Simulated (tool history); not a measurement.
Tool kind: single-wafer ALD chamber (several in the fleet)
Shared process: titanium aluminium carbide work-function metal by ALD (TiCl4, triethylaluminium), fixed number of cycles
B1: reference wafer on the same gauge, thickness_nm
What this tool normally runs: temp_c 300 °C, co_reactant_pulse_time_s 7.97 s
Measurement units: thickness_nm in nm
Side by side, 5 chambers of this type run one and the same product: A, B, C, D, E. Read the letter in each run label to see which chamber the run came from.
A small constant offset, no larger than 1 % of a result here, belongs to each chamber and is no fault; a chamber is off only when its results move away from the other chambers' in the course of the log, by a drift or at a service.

Run 1A, hour 4.9: usual settings; B1 1.8231. Result: thickness_nm 1.9201 nm.
Run 2C, hour 9.1: usual settings; B1 1.8193. Result: thickness_nm 1.9107 nm.
Run 3E, hour 13.8: usual settings; B1 1.821. Result: thickness_nm 1.9373 nm.
Run 4D, hour 18.8: usual settings; B1 1.8188. Result: thickness_nm 1.8934 nm.
Run 5B, hour 24: usual settings but temp_c 308 °C, co_reactant_pulse_time_s 10.5 s; B1 1.818. Result: thickness_nm 2.0863 nm.
Run 6A, hour 28.3: usual settings but temp_c 308 °C, co_reactant_pulse_time_s 10.5 s; B1 1.8207. Result: thickness_nm 2.0677 nm.
At hour 32: chamber B: triethylaluminium bottle replaced.
Run 7C, hour 32.5: usual settings but temp_c 308 °C, co_reactant_pulse_time_s 10.5 s; B1 1.8204. Result: thickness_nm 2.0683 nm.
Run 8B, hour 36.8: usual settings but temp_c 308 °C, co_reactant_pulse_time_s 10.5 s; B1 1.8222. Result: thickness_nm 2.0924 nm.
Run 9D, hour 42: usual settings but temp_c 308 °C, co_reactant_pulse_time_s 10.5 s; B1 1.8193. Result: thickness_nm 2.0476 nm.
Run 10E, hour 45.7: usual settings; B1 1.82. Result: thickness_nm 1.9314 nm.
Run 11C, hour 48.5: usual settings; B1 1.8204. Result: thickness_nm 1.9086 nm.
Run 12A, hour 52.4: usual settings; B1 1.817. Result: thickness_nm 1.9026 nm.
Run 13B, hour 56: usual settings; B1 1.8186. Result: thickness_nm 1.951 nm.
Run 14E, hour 58.9: usual settings; B1 1.8192. Result: thickness_nm 1.9403 nm.
Run 15D, hour 62.2: usual settings; B1 1.8208. Result: thickness_nm 1.8688 nm.
Run 16B, hour 65.1: usual settings; B1 1.8203. Result: thickness_nm 1.9371 nm.
Run 17A, hour 69.4: usual settings but temp_c 289 °C, co_reactant_pulse_time_s 5.09 s; B1 1.8207. Result: thickness_nm 1.6238 nm.
Run 18E, hour 72.4: usual settings but temp_c 289 °C, co_reactant_pulse_time_s 5.09 s; B1 1.8193. Result: thickness_nm 1.6188 nm.
Run 19D, hour 76.6: usual settings but temp_c 289 °C, co_reactant_pulse_time_s 5.09 s; B1 1.8199. Result: thickness_nm 1.5317 nm.
Run 20C, hour 82: usual settings but temp_c 289 °C, co_reactant_pulse_time_s 5.09 s; B1 1.8191. Result: thickness_nm 1.612 nm.
Run 21B, hour 84.6: usual settings but temp_c 289 °C, co_reactant_pulse_time_s 5.09 s; B1 1.8218. Result: thickness_nm 1.6422 nm.
Run 22C, hour 88: usual settings; B1 1.8177. Result: thickness_nm 1.9156 nm.
Run 23D, hour 91.7: usual settings but temp_c 311 °C, co_reactant_pulse_time_s 5.83 s; B1 1.8197. Result: thickness_nm 1.7563 nm.
Run 24A, hour 94.2: usual settings but temp_c 311 °C, co_reactant_pulse_time_s 5.83 s; B1 1.8171. Result: thickness_nm 1.8662 nm.
Run 25E, hour 98.2: usual settings but temp_c 311 °C, co_reactant_pulse_time_s 5.83 s; B1 1.8195. Result: thickness_nm 1.8862 nm.
Run 26D, hour 102: usual settings but temp_c 311 °C, co_reactant_pulse_time_s 5.83 s; B1 1.8209. Result: thickness_nm 1.7474 nm.
Run 27C, hour 105: usual settings but temp_c 311 °C, co_reactant_pulse_time_s 5.83 s; B1 1.8183. Result: thickness_nm 1.8662 nm.
Run 28B, hour 107.5: usual settings but temp_c 286 °C, co_reactant_pulse_time_s 10.96 s; B1 1.8201. Result: thickness_nm 1.9089 nm.
Run 29E, hour 110: usual settings but temp_c 286 °C, co_reactant_pulse_time_s 10.96 s; B1 1.8194. Result: thickness_nm 1.8934 nm.
Run 30A, hour 112.7: usual settings but temp_c 286 °C, co_reactant_pulse_time_s 10.96 s; B1 1.8195. Result: thickness_nm 1.8966 nm.
Run 31D, hour 115.2: usual settings but temp_c 286 °C, co_reactant_pulse_time_s 10.96 s; B1 1.8207. Result: thickness_nm 1.8271 nm.
Run 32A, hour 119.2: usual settings but temp_c 286 °C, co_reactant_pulse_time_s 10.96 s; B1 1.8215. Result: thickness_nm 1.873 nm.
Run 33B, hour 122.4: usual settings but co_reactant_pulse_time_s 6.17 s; B1 1.8185. Result: thickness_nm 1.8234 nm.
Run 34C, hour 127.2: usual settings but co_reactant_pulse_time_s 6.17 s; B1 1.8197. Result: thickness_nm 1.7961 nm.

Next, all 5 chambers run the settings below, one line each with question marks for the results. What does each chamber give?
Run 35A, hour 131.1: usual settings. Result: thickness_nm ?.
Run 35B, hour 131.1: usual settings. Result: thickness_nm ?.
Run 35C, hour 131.1: usual settings. Result: thickness_nm ?.
Run 35D, hour 131.1: usual settings. Result: thickness_nm ?.
Run 35E, hour 131.1: usual settings. Result: thickness_nm ?.

run  thickness_nm
35A        1.9319
35B        1.9523
35C        1.9078
35D        1.7872
35E        1.9179
